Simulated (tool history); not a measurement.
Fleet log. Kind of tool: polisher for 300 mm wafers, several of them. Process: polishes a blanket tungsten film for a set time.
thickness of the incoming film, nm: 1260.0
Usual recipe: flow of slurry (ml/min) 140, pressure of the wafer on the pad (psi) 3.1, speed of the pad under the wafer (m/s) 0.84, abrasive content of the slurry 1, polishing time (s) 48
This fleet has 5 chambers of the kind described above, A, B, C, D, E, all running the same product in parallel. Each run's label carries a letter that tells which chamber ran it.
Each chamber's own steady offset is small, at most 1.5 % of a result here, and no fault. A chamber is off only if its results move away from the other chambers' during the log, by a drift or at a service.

| run | hour | flow of slurry (ml/min) | pressure of the wafer on the pad (psi) | speed of the pad under the wafer (m/s) | abrasive content of the slurry | polishing time (s) | wafers polished on this pad | hours since the slurry nozzle was cleaned | hours since the head pressure was calibrated | hours since the slurry blender was calibrated | hours since the slurry got fresh peroxide | film removed (nm) |
|---|---|---|---|---|---|---|---|---|---|---|---|---|
|  | 4.9 | chamber C: slurry blender recalibrated |
| 1D | 7.3 | 140 | 3.1 | 0.84 | 1 | 48 | 271 | 173 | 191.1 | 260.2 | 53.5 | 177.25 |
| 2E | 17.4 | 140 | 3.1 | 0.84 | 1 | 48 | 283 | 345.4 | 782.7 | 132.2 | 104.7 | 176 |
|  | 20.5 | chamber A: worn pad replaced by a new one |
| 3A | 29.3 | 140 | 3.1 | 0.84 | 1 | 48 | 93 | 198.7 | 473.4 | 124.9 | 62.8 | 175.66 |
|  | 32.1 | chamber C: worn pad replaced by a new one |
| 4B | 41.8 | 140 | 3.1 | 0.84 | 1 | 48 | 553 | 165.5 | 331.7 | 303.9 | 77.4 | 182.76 |
|  | 43.3 | chamber B: slurry blender recalibrated |
|  | 44.2 | chamber A: slurry blender recalibrated |
|  | 46 | chamber D: slurry tank refilled with fresh slurry and peroxide |
|  | 46.9 | chamber B: slurry tank refilled with fresh slurry and peroxide |
|  | 48.5 | chamber E: slurry tank refilled with fresh slurry and peroxide |
| 5C | 54.4 | 140 | 3.1 | 0.84 | 1 | 48 | 234 | 139.5 | 155 | 49.6 | 83.9 | 172.98 |
| 6C | 65.4 | 140 | 3.1 | 0.84 | 1 | 48 | 350 | 150.5 | 166 | 60.6 | 94.9 | 173.68 |
| 7E | 71.6 | 140 | 3.1 | 0.84 | 1 | 48 | 852 | 399.6 | 836.9 | 186.4 | 23.2 | 176.84 |
|  | 79.4 | chamber D: worn pad replaced by a new one |
| 8A | 80.7 | 140 | 3.1 | 0.84 | 1 | 48 | 632 | 250.1 | 524.8 | 36.6 | 114.2 | 175.23 |
|  | 85 | chamber D: slurry blender recalibrated |
|  | 87 | chamber B: slurry nozzle cleaned |
| 9D | 87.5 | 140 | 3.1 | 0.84 | 1 | 48 | 85 | 253.2 | 271.3 | 2.6 | 41.6 | 177.98 |
| 10B | 95.4 | 140 | 3.1 | 0.84 | 1 | 36 | 1116 | 8.4 | 385.3 | 52.2 | 48.6 | 133.43 |
|  | 97.1 | chamber A: worn pad replaced by a new one |
| 11B | 104.6 | 140 | 3.1 | 0.84 | 1 | 36 | 1212 | 17.6 | 394.5 | 61.4 | 57.8 | 135.7 |
|  | 108.5 | chamber E: worn pad replaced by a new one |
|  | 108.9 | chamber A: slurry tank refilled with fresh slurry and peroxide |
|  | 115.8 | chamber E: slurry blender recalibrated |
| 12E | 116.9 | 140 | 3.1 | 0.84 | 1 | 36 | 88 | 444.9 | 882.2 | 1.1 | 68.5 | 133.33 |
|  | 117.7 | chamber E: head pressure recalibrated |
|  | 125.7 | chamber B: worn pad replaced by a new one |
| 13C | 130.5 | 140 | 3.1 | 0.84 | 1 | 36 | 1033 | 215.6 | 231.1 | 125.7 | 160 | 128.8 |
|  | 131.8 | chamber D: slurry tank refilled with fresh slurry and peroxide |
|  | 132.6 | chamber B: slurry tank refilled with fresh slurry and peroxide |
|  | 133.7 | chamber D: head pressure recalibrated |
| 14A | 143.9 | 140 | 3.1 | 0.84 | 1 | 36 | 491 | 313.3 | 588 | 99.8 | 35.1 | 129.74 |
|  | 146.9 | chamber B: head pressure recalibrated |
| 15D | 151.4 | 140 | 3.1 | 0.84 | 0.75 | 48 | 756 | 317.1 | 17.7 | 66.5 | 19.6 | 165.67 |
|  | 152.1 | chamber D: slurry nozzle cleaned |
| 16D | 157.6 | 140 | 3.1 | 0.84 | 0.75 | 48 | 821 | 5.6 | 23.9 | 72.7 | 25.8 | 163.5 |
|  | 158.5 | chamber C: slurry nozzle cleaned |
|  | 160.6 | chamber D: worn pad replaced by a new one |
| 17A | 164.9 | 140 | 3.1 | 0.84 | 0.75 | 48 | 711 | 334.3 | 609 | 120.8 | 56.1 | 163.75 |
|  | 166 | chamber C: worn pad replaced by a new one |
| 18E | 171 | 140 | 3.1 | 0.84 | 0.75 | 48 | 656 | 499 | 53.4 | 55.2 | 122.6 | 168.61 |
|  | 179.9 | chamber A: worn pad replaced by a new one |
| 19B | 180.6 | 140 | 3.1 | 0.84 | 0.75 | 48 | 576 | 93.6 | 33.7 | 137.4 | 48 | 166.02 |
| 20C | 186.9 | 140 | 3.1 | 0.84 | 1 | 48 | 220 | 28.4 | 287.5 | 182.1 | 216.4 | 169.7 |
|  | 198.8 | chamber E: slurry tank refilled with fresh slurry and peroxide |
| 21A | 199.8 | 140 | 3.1 | 0.84 | 1 | 48 | 209 | 369.2 | 643.9 | 155.7 | 91 | 177.85 |
| 22E | 207.2 | 140 | 3.1 | 0.84 | 1 | 48 | 1036 | 535.2 | 89.6 | 91.4 | 8.4 | 172.52 |
|  | 209 | chamber B: slurry tank refilled with fresh slurry and peroxide |
|  | 210.7 | chamber A: slurry blender recalibrated |
|  | 211.8 | chamber D: slurry tank refilled with fresh slurry and peroxide |
| 23D | 216.8 | 140 | 3.1 | 0.84 | 1 | 48 | 590 | 64.8 | 83.1 | 131.9 | 5 | 175.14 |
|  | 219.9 | chamber A: slurry nozzle cleaned |
|  | 222.2 | chamber E: worn pad replaced by a new one |
| 24B | 229.6 | 140 | 3.1 | 0.84 | 1 | 48 | 1091 | 142.6 | 82.7 | 186.4 | 20.7 | 179.63 |
|  | 241.8 | chamber D: worn pad replaced by a new one |
| 25C | 243.4 | 140 | 3.1 | 0.84 | 1 | 48 | 813 | 84.9 | 344 | 238.6 | 272.9 | 165.14 |
|  | 251.8 | chamber B: worn pad replaced by a new one |
|  | 257 | chamber A: worn pad replaced by a new one |
| 26C | 257.3 | 140 | 3.6 | 0.84 | 1 | 48 | 959 | 98.8 | 357.9 | 252.5 | 286.8 | 192.26 |
| 27D | 265.8 | 140 | 3.6 | 0.84 | 1 | 48 | 252 | 113.8 | 132.1 | 180.9 | 54 | 204.09 |
|  | 267.3 | chamber A: slurry tank refilled with fresh slurry and peroxide |
| 28B | 272.4 | 140 | 3.6 | 0.84 | 1 | 48 | 216 | 185.4 | 125.5 | 229.2 | 63.5 | 202.62 |
| 29E | 281.8 | 140 | 3.6 | 0.84 | 1 | 48 | 625 | 609.8 | 164.2 | 166 | 83 | 206.75 |
|  | 286.1 | chamber B: slurry tank refilled with fresh slurry and peroxide |
|  | 286.1 | chamber D: slurry tank refilled with fresh slurry and peroxide |
| 30A | 294.8 | 140 | 3.6 | 0.84 | 1 | 48 | 397 | 74.9 | 738.9 | 84.2 | 27.5 | 199.64 |
|  | 296.7 | chamber B: slurry blender recalibrated |
|  | 302.5 | chamber C: worn pad replaced by a new one |
| 31A | 307.1 | 140 | 3.1 | 0.84 | 1 | 48 | 526 | 87.2 | 751.2 | 96.5 | 39.8 | 175.74 |
| 32C | 315.6 | 140 | 3.1 | 0.84 | 1.1 | 48 | 137 | 157.1 | 416.2 | 310.8 | 345.1 | 168.79 |
|  | 318.5 | chamber E: slurry tank refilled with fresh slurry and peroxide |
| 33E | 323 | 140 | 3.1 | 0.84 | 1.1 | 48 | 1058 | 651 | 205.4 | 207.2 | 4.6 | 184.58 |
|  | 328.6 | chamber E: slurry nozzle cleaned |
| 34B | 332.6 | 140 | 3.1 | 0.84 | 1.1 | 48 | 848 | 245.6 | 185.7 | 35.9 | 46.5 | 183.41 |
|  | 335.7 | chamber D: worn pad replaced by a new one |
|  | 338.5 | chamber A: worn pad replaced by a new one |
|  | 339.1 | chamber C: slurry nozzle cleaned |
|  | 339.1 | chamber E: slurry blender recalibrated |
|  | 339.3 | chamber B: slurry nozzle cleaned |
| 35D | 343.1 | 140 | 3.1 | 0.84 | 1.1 | 48 | 78 | 191.1 | 209.4 | 258.2 | 57.1 | 182.74 |
|  | 350.3 | chamber A: head pressure recalibrated |
| 36C | 354.7 | 140 | 3.1 | 0.84 | 1.1 | 48 | 548 | 15.7 | 455.3 | 349.9 | 384.2 | 162.42 |
|  | 360.2 | chamber E: worn pad replaced by a new one |
|  | 362.7 | chamber B: worn pad replaced by a new one |
|  | 366.2 | chamber B: slurry tank refilled with fresh slurry and peroxide |
| 37A | 368.6 | 140 | 3.1 | 0.84 | 1 | 48 | 316 | 148.7 | 18.4 | 158 | 101.3 | 171.5 |
| 38B | 379.7 | 140 | 3.1 | 0.84 | 1 | 48 | 179 | 40.5 | 232.8 | 83 | 13.5 | 181.79 |
|  | 382.7 | chamber D: slurry tank refilled with fresh slurry and peroxide |
| 39D | 393.5 | 140 | 3.1 | 0.84 | 1 | 48 | 607 | 241.5 | 259.8 | 308.6 | 10.8 | 176.73 |
|  | 394.8 | chamber C: slurry blender recalibrated |
| 40E | 406.7 | 140 | 3.1 | 0.84 | 1 | 48 | 488 | 78.2 | 289.1 | 67.7 | 88.3 | 178.08 |
| 41E | 417.4 | 140 | 3.1 | 0.84 | 0.8 | 48 | 601 | 88.9 | 299.8 | 78.4 | 99 | 167.63 |
| 42C | 430.7 | 140 | 3.1 | 0.84 | 0.8 | 48 | 1345 | 91.7 | 531.3 | 36 | 460.2 | 153.92 |

Each of the 5 chambers runs these same settings next. Fill in every chamber's results:
| 43A | 440.7 | 140 | 3.1 | 0.84 | 1 | 48 |  |  |  |  |  | ? |
| 43B | 440.7 | 140 | 3.1 | 0.84 | 1 | 48 |  |  |  |  |  | ? |
| 43C | 440.7 | 140 | 3.1 | 0.84 | 1 | 48 |  |  |  |  |  | ? |
| 43D | 440.7 | 140 | 3.1 | 0.84 | 1 | 48 |  |  |  |  |  | ? |
| 43E | 440.7 | 140 | 3.1 | 0.84 | 1 | 48 |  |  |  |  |  | ? |

| run | film removed (nm) |
|---|---|
| 43A | 177.1 |
| 43B | 181.02 |
| 43C | 156.34 |
| 43D | 178.83 |
| 43E | 173.33 |
